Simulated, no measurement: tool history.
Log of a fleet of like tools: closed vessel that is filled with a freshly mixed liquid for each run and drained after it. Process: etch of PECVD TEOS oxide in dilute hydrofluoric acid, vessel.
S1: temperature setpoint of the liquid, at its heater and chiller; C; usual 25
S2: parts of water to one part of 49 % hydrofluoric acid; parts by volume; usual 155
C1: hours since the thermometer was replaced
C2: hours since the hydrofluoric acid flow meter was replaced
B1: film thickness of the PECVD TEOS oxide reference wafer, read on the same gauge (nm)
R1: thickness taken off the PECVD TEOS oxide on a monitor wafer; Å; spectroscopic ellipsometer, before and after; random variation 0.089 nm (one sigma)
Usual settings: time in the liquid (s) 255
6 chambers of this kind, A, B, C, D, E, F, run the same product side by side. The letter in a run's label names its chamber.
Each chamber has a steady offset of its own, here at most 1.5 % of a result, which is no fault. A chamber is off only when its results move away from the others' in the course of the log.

run 1C day=0.408 | S1=25 S2=155 time_in_the_liquid_(s)=255 | C1=173.8 C2=710.9 | B1=129.99 | R1=135.73
run 2F day=0.821 | S1=25 S2=155 time_in_the_liquid_(s)=255 | C1=461.1 C2=460 | B1=130.01 | R1=136.23
run 3D day=1.138 | S1=25 S2=155 time_in_the_liquid_(s)=255 | C1=43.7 C2=1573.3 | B1=130.02 | R1=135.82
run 4B day=1.542 | S1=25 S2=155 time_in_the_liquid_(s)=255 | C1=382.6 C2=1253.1 | B1=130 | R1=138.15
run 5A day=1.771 | S1=25 S2=155 time_in_the_liquid_(s)=255 | C1=980.5 C2=176.6 | B1=130.01 | R1=137.65
run 6E day=2.071 | S1=25 S2=155 time_in_the_liquid_(s)=255 | C1=101.8 C2=695.5 | B1=129.99 | R1=135.43
run 7A day=2.383 | S1=25 S2=155 time_in_the_liquid_(s)=255 | C1=995.2 C2=191.3 | B1=130.02 | R1=138.54
-- day=2.767 chamber E: hydrofluoric acid flow meter replaced
run 8D day=2.771 | S1=25 S2=155 time_in_the_liquid_(s)=255 | C1=82.9 C2=1612.5 | B1=130.06 | R1=137.62
run 9E day=3.15 | S1=25 S2=155 time_in_the_liquid_(s)=255 | C1=127.7 C2=9.3 | B1=130.01 | R1=137.84
run 10C day=3.458 | S1=25 S2=155 time_in_the_liquid_(s)=200 | C1=247 C2=784.1 | B1=129.98 | R1=107.25
run 11F day=3.729 | S1=25 S2=155 time_in_the_liquid_(s)=200 | C1=530.9 C2=529.8 | B1=129.96 | R1=106.35
run 12B day=4.029 | S1=25 S2=155 time_in_the_liquid_(s)=200 | C1=442.3 C2=1312.8 | B1=130.03 | R1=108.53
run 13A day=4.321 | S1=25 S2=155 time_in_the_liquid_(s)=200 | C1=1041.7 C2=237.8 | B1=129.97 | R1=108.99
run 14D day=4.612 | S1=25 S2=155 time_in_the_liquid_(s)=200 | C1=127.1 C2=1656.7 | B1=130.01 | R1=106.9
run 15F day=4.892 | S1=25 S2=155 time_in_the_liquid_(s)=200 | C1=558.8 C2=557.7 | B1=130.02 | R1=106.44
run 16B day=5.267 | S1=25 S2=155 time_in_the_liquid_(s)=255 | C1=472 C2=1342.5 | B1=129.99 | R1=136.89
run 17E day=5.612 | S1=25 S2=155 time_in_the_liquid_(s)=255 | C1=186.8 C2=68.4 | B1=129.99 | R1=135.26
run 18C day=5.821 | S1=25 S2=155 time_in_the_liquid_(s)=255 | C1=303.7 C2=840.8 | B1=130.01 | R1=136.13
run 19D day=6.083 | S1=25 S2=155 time_in_the_liquid_(s)=255 | C1=162.4 C2=1692 | B1=129.99 | R1=138.81
run 20E day=6.396 | S1=25 S2=155 time_in_the_liquid_(s)=255 | C1=205.6 C2=87.2 | B1=130 | R1=134.33
run 21A day=6.683 | S1=25 S2=155 time_in_the_liquid_(s)=255 | C1=1098.4 C2=294.5 | B1=130 | R1=136.73
run 22C day=6.9 | S1=29.5 S2=115 time_in_the_liquid_(s)=255 | C1=329.6 C2=866.7 | B1=129.96 | R1=228.81
run 23F day=7.212 | S1=29.5 S2=115 time_in_the_liquid_(s)=255 | C1=614.5 C2=613.4 | B1=129.97 | R1=227.56
run 24B day=7.546 | S1=29.5 S2=115 time_in_the_liquid_(s)=255 | C1=526.7 C2=1397.2 | B1=130.01 | R1=231.51
run 25A day=7.833 | S1=29.5 S2=115 time_in_the_liquid_(s)=255 | C1=1126 C2=322.1 | B1=129.96 | R1=232.05
run 26D day=8.158 | S1=29.5 S2=115 time_in_the_liquid_(s)=255 | C1=212.2 C2=1741.8 | B1=130.01 | R1=229.57
run 27B day=8.379 | S1=29.5 S2=115 time_in_the_liquid_(s)=255 | C1=546.7 C2=1417.2 | B1=130 | R1=230.66
run 28C day=8.746 | S1=25 S2=155 time_in_the_liquid_(s)=355 | C1=373.9 C2=911 | B1=129.99 | R1=189.55
run 29E day=9.129 | S1=25 S2=155 time_in_the_liquid_(s)=355 | C1=271.2 C2=152.8 | B1=130.03 | R1=189.19
run 30F day=9.517 | S1=25 S2=155 time_in_the_liquid_(s)=355 | C1=669.8 C2=668.7 | B1=130.02 | R1=183.73
-- day=9.583 chamber A: thermometer replaced
run 31C day=9.912 | S1=25 S2=155 time_in_the_liquid_(s)=355 | C1=401.9 C2=939 | B1=129.98 | R1=190.72
run 32F day=10.3 | S1=25 S2=155 time_in_the_liquid_(s)=355 | C1=688.6 C2=687.5 | B1=129.98 | R1=183.43
run 33A day=10.512 | S1=25 S2=155 time_in_the_liquid_(s)=355 | C1=22.3 C2=386.4 | B1=130.03 | R1=188.82
run 34D day=10.825 | S1=25 S2=155 time_in_the_liquid_(s)=255 | C1=276.2 C2=1805.8 | B1=129.96 | R1=138.15
run 35B day=11.112 | S1=25 S2=155 time_in_the_liquid_(s)=255 | C1=612.3 C2=1482.8 | B1=129.97 | R1=137.94
run 36E day=11.362 | S1=27.5 S2=155 time_in_the_liquid_(s)=255 | C1=324.8 C2=206.4 | B1=129.95 | R1=152.34
run 37E day=11.704 | S1=27.5 S2=155 time_in_the_liquid_(s)=255 | C1=333 C2=214.6 | B1=129.98 | R1=150.34
run 38A day=12.038 | S1=27.5 S2=155 time_in_the_liquid_(s)=255 | C1=58.9 C2=423 | B1=130 | R1=149.86
run 39F day=12.367 | S1=27.5 S2=155 time_in_the_liquid_(s)=255 | C1=738.2 C2=737.1 | B1=129.98 | R1=143.11
run 40C day=12.638 | S1=27.5 S2=155 time_in_the_liquid_(s)=255 | C1=467.3 C2=1004.4 | B1=130.02 | R1=149.19

Is one chamber off against the others, does the gauge drift, or is nothing wrong? If a chamber is off, say which, and what the likeliest cause is.

Chamber F drifts away from the others.
Cause: liquid colder than its thermometer reads (K) = 1.26.
The log may not tell that from: hydrofluoric acid flow below the setpoint (%).

Here are 4 candidates for chamber F's next run, each the usual settings with a change, their results left as question marks. Which one brings its results back in line with what the others give on the usual settings?
In line means no further than this from the other chambers' mean on the usual settings: R1 3.1 Å
run 41F-1 day=12.929 | S1=25 S2=155 time_in_the_liquid_(s)=250 | R1=?
run 41F-2 day=12.929 | S1=25 S2=155 time_in_the_liquid_(s)=240 | R1=?
run 41F-3 day=12.929 | S1=25 S2=155 time_in_the_liquid_(s)=270 | R1=?
run 41F-4 day=12.929 | S1=25 S2=155 time_in_the_liquid_(s)=260 | R1=?

The other chambers' mean on the usual settings: R1 136.96 Å
run=41F-1 R1=127.24
run=41F-2 R1=122.15
run=41F-3 R1=137.42
run=41F-4 R1=132.33
41F-3 brings the chamber back in line.

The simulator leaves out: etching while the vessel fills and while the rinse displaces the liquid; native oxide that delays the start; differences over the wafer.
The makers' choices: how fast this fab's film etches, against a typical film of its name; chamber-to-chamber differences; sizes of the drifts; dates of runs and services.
